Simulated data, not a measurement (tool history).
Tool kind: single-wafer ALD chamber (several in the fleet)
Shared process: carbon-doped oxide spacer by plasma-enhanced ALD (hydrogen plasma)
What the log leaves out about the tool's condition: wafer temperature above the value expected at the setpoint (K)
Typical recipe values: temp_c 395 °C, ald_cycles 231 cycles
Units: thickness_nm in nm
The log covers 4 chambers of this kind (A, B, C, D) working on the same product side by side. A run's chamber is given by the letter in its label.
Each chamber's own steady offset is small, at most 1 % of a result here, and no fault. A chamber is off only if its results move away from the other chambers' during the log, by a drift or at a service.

run	day	temp_c	ald_cycles	hours since the last thermocouple change	read-back reference wafer on the same gauge, thickness_nm	thickness_nm
1B	0.400	395	231	1452.4	10.502	11.487
2D	0.717	395	231	1358.9	10.491	11.562
3A	0.925	395	231	324.8	10.503	11.478
4C	1.238	395	231	1238.3	10.507	11.577
5D	1.579	395	231	1379.6	10.507	11.677
6A	1.783	395	231	345.4	10.508	11.499
7B	2.133	395	231	1494.0	10.490	11.589
8C	2.358	395	231	1265.2	10.496	11.660
9C	2.554	395	231	1269.9	10.503	11.649
10A	2.762	395	231	368.9	10.504	11.617
11D	3.121	395	231	1416.6	10.495	11.601
12B	3.512	389	231	1527.1	10.500	11.379
13A	3.775	389	231	393.2	10.509	11.534
14D	4.104	389	231	1440.2	10.507	11.734
15B	4.367	389	231	1547.6	10.496	11.502
16C	4.675	381	203	1320.8	10.501	10.165
17C	4.946	381	203	1327.3	10.509	10.191
18D	5.350	381	203	1470.1	10.486	10.127
19A	5.650	381	203	438.2	10.515	10.195
20B	5.942	395	231	1585.4	10.492	11.555
21B	6.254	395	231	1592.9	10.498	11.449
22D	6.438	395	231	1496.2	10.493	11.646
23A	6.767	395	231	465.0	10.513	11.564
24C	6.983	395	231	1376.2	10.495	11.601
25D	7.283	395	231	1516.5	10.500	11.619
26B	7.671	395	231	1626.9	10.501	11.556
27A	7.908	395	250	492.4	10.506	12.417
28C	8.217	395	250	1405.8	10.500	12.432

Read the log: is a single chamber off, either drifting away or since a service, is the gauge that measures every chamber drifting, or is nothing wrong beyond small per-chamber offsets? Name any odd chamber and what most likely caused it.

Nothing is wrong: each chamber keeps only its own small, steady offset and the gauge holds still.
